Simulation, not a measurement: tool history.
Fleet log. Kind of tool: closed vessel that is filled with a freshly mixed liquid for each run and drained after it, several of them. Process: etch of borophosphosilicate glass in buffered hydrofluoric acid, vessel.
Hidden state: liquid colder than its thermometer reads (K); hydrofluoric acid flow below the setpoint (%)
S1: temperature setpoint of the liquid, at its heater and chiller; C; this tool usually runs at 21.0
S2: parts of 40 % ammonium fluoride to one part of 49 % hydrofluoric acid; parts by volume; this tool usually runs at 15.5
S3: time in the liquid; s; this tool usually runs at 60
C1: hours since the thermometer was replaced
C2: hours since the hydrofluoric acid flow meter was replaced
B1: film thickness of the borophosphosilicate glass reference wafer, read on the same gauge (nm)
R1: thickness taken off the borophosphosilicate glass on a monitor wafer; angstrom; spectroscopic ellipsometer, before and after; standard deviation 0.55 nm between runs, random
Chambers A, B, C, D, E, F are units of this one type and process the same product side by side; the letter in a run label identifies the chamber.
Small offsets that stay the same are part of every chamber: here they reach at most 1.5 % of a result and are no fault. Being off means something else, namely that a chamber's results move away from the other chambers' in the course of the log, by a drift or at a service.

run 1B day=0.562 | S1=21.0 S2=15.5 S3=60 | C1=1066.5 C2=155.6 | B1=50.002 | R1=556.64
run 2C day=0.904 | S1=21.0 S2=15.5 S3=60 | C1=2216.6 C2=200.0 | B1=49.998 | R1=562.76
run 3A day=1.383 | S1=21.0 S2=15.5 S3=60 | C1=670.2 C2=583.7 | B1=49.996 | R1=557.81
run 4E day=1.762 | S1=21.0 S2=15.5 S3=60 | C1=1600.5 C2=564.9 | B1=49.993 | R1=564.33
run 5F day=2.042 | S1=21.0 S2=15.5 S3=60 | C1=616.6 C2=1436.9 | B1=49.990 | R1=552.72
run 6D day=2.408 | S1=21.0 S2=15.5 S3=60 | C1=830.3 C2=731.0 | B1=49.976 | R1=568.34
-- day=2.471 chamber E: hydrofluoric acid flow meter replaced
run 7B day=2.729 | S1=21.0 S2=15.5 S3=60 | C1=1118.5 C2=207.6 | B1=50.021 | R1=552.41
run 8D day=3.238 | S1=21.0 S2=15.5 S3=60 | C1=850.2 C2=750.9 | B1=50.004 | R1=564.33
run 9E day=3.733 | S1=21.0 S2=15.5 S3=60 | C1=1647.8 C2=30.4 | B1=50.021 | R1=556.34
run 10A day=4.129 | S1=21.0 S2=15.5 S3=60 | C1=736.1 C2=649.6 | B1=50.035 | R1=567.07
run 11F day=4.608 | S1=21.0 S2=15.5 S3=60 | C1=678.2 C2=1498.5 | B1=50.014 | R1=554.45
run 12C day=5.154 | S1=21.0 S2=15.5 S3=60 | C1=2318.6 C2=302.0 | B1=50.013 | R1=562.62
run 13B day=5.442 | S1=21.0 S2=15.5 S3=90 | C1=1183.6 C2=272.7 | B1=49.981 | R1=827.87
run 14E day=5.733 | S1=21.0 S2=15.5 S3=90 | C1=1695.8 C2=78.4 | B1=50.025 | R1=823.96
run 15A day=6.108 | S1=21.0 S2=15.5 S3=90 | C1=783.6 C2=697.1 | B1=50.000 | R1=858.41
run 16C day=6.408 | S1=21.0 S2=15.5 S3=90 | C1=2348.7 C2=332.1 | B1=49.997 | R1=833.58
-- day=6.671 chamber F: hydrofluoric acid flow meter replaced
run 17D day=6.808 | S1=21.0 S2=15.5 S3=90 | C1=935.9 C2=836.6 | B1=50.015 | R1=852.41
-- day=7.050 chamber F: thermometer replaced
run 18F day=7.258 | S1=21.0 S2=15.5 S3=90 | C1=5.1 C2=14.2 | B1=49.975 | R1=846.83
run 19F day=7.771 | S1=21.0 S2=15.5 S3=60 | C1=17.4 C2=26.5 | B1=49.982 | R1=558.79
run 20E day=8.071 | S1=21.0 S2=15.5 S3=60 | C1=1751.9 C2=134.5 | B1=49.977 | R1=564.19
run 21D day=8.450 | S1=21.0 S2=15.5 S3=60 | C1=975.3 C2=876.0 | B1=49.992 | R1=565.91
run 22C day=8.762 | S1=17.0 S2=15.5 S3=30 | C1=2405.2 C2=388.6 | B1=49.985 | R1=225.79
run 23A day=9.350 | S1=17.0 S2=15.5 S3=30 | C1=861.4 C2=774.9 | B1=49.997 | R1=218.79
run 24B day=9.662 | S1=17.0 S2=15.5 S3=30 | C1=1284.9 C2=374.0 | B1=49.963 | R1=223.68
-- day=9.679 chamber E: thermometer replaced
run 25F day=9.971 | S1=17.0 S2=15.5 S3=30 | C1=70.2 C2=79.3 | B1=50.002 | R1=219.49
run 26E day=10.438 | S1=17.0 S2=15.5 S3=30 | C1=18.3 C2=191.3 | B1=49.997 | R1=225.41
run 27D day=10.896 | S1=17.0 S2=15.5 S3=30 | C1=1034.0 C2=934.7 | B1=49.970 | R1=224.77
run 28A day=11.492 | S1=21.0 S2=15.5 S3=60 | C1=912.8 C2=826.3 | B1=50.034 | R1=544.01
run 29C day=11.896 | S1=21.0 S2=15.5 S3=60 | C1=2480.4 C2=463.8 | B1=49.972 | R1=560.23
run 30B day=12.317 | S1=21.0 S2=15.5 S3=60 | C1=1348.6 C2=437.7 | B1=50.010 | R1=561.19
run 31C day=12.588 | S1=21.0 S2=15.5 S3=60 | C1=2497.0 C2=480.4 | B1=49.957 | R1=556.52
run 32D day=12.938 | S1=21.0 S2=15.5 S3=60 | C1=1083.0 C2=983.7 | B1=49.974 | R1=563.40
run 33B day=13.412 | S1=22.5 S2=15.5 S3=30 | C1=1374.9 C2=464.0 | B1=50.009 | R1=303.92
run 34F day=13.721 | S1=22.5 S2=15.5 S3=30 | C1=160.2 C2=169.3 | B1=50.014 | R1=305.40
run 35E day=14.071 | S1=22.5 S2=15.5 S3=30 | C1=105.5 C2=278.5 | B1=50.017 | R1=306.57
run 36A day=14.358 | S1=22.5 S2=15.5 S3=30 | C1=981.6 C2=895.1 | B1=49.999 | R1=280.68
run 37F day=14.717 | S1=22.5 S2=15.5 S3=30 | C1=184.1 C2=193.2 | B1=50.015 | R1=301.18
run 38E day=15.208 | S1=22.5 S2=15.5 S3=30 | C1=132.8 C2=305.8 | B1=49.994 | R1=304.66
run 39D day=15.646 | S1=21.0 S2=15.5 S3=60 | C1=1148.0 C2=1048.7 | B1=50.006 | R1=566.63
run 40A day=16.000 | S1=21.0 S2=15.5 S3=60 | C1=1021.0 C2=934.5 | B1=50.003 | R1=512.17
-- day=16.462 chamber B: thermometer replaced
run 41B day=16.542 | S1=21.0 S2=15.5 S3=60 | C1=2.0 C2=539.1 | B1=49.977 | R1=555.99
run 42C day=16.900 | S1=21.0 S2=15.5 S3=60 | C1=2600.5 C2=583.9 | B1=49.968 | R1=565.21

Is one chamber off against the others, does the gauge drift, or is nothing wrong? If a chamber is off, say which, and what the likeliest cause is.

One chamber, A, drifts off from the rest bit by bit.
Likeliest cause: liquid colder than its thermometer reads (K) = 2.24.
Not necessarily distinguishable in this log from: hydrofluoric acid flow below the setpoint (%).

Below are 4 candidate recipes for chamber A's next run, each the usual settings with a change, their results shown as question marks. Which of them brings A's results back in line with what the other chambers give on the usual settings?
In line here means within this much of the mean the other chambers give on the usual settings: R1 19.00 angstrom
run 43A-1 day=17.325 | S1=17.5 S2=15.5 S3=60 | R1=?
run 43A-2 day=17.325 | S1=21.0 S2=12.5 S3=60 | R1=?
run 43A-3 day=17.325 | S1=21.0 S2=15.0 S3=65 | R1=?
run 43A-4 day=17.325 | S1=21.0 S2=16.0 S3=55 | R1=?

The mean the other chambers reach with the usual settings: R1 560.38 angstrom
run=43A-1 R1=407.37
run=43A-2 R1=614.39
run=43A-3 R1=554.18
run=43A-4 R1=439.49
The right change is 43A-3: it brings the chamber back within the allowed miss of the others.

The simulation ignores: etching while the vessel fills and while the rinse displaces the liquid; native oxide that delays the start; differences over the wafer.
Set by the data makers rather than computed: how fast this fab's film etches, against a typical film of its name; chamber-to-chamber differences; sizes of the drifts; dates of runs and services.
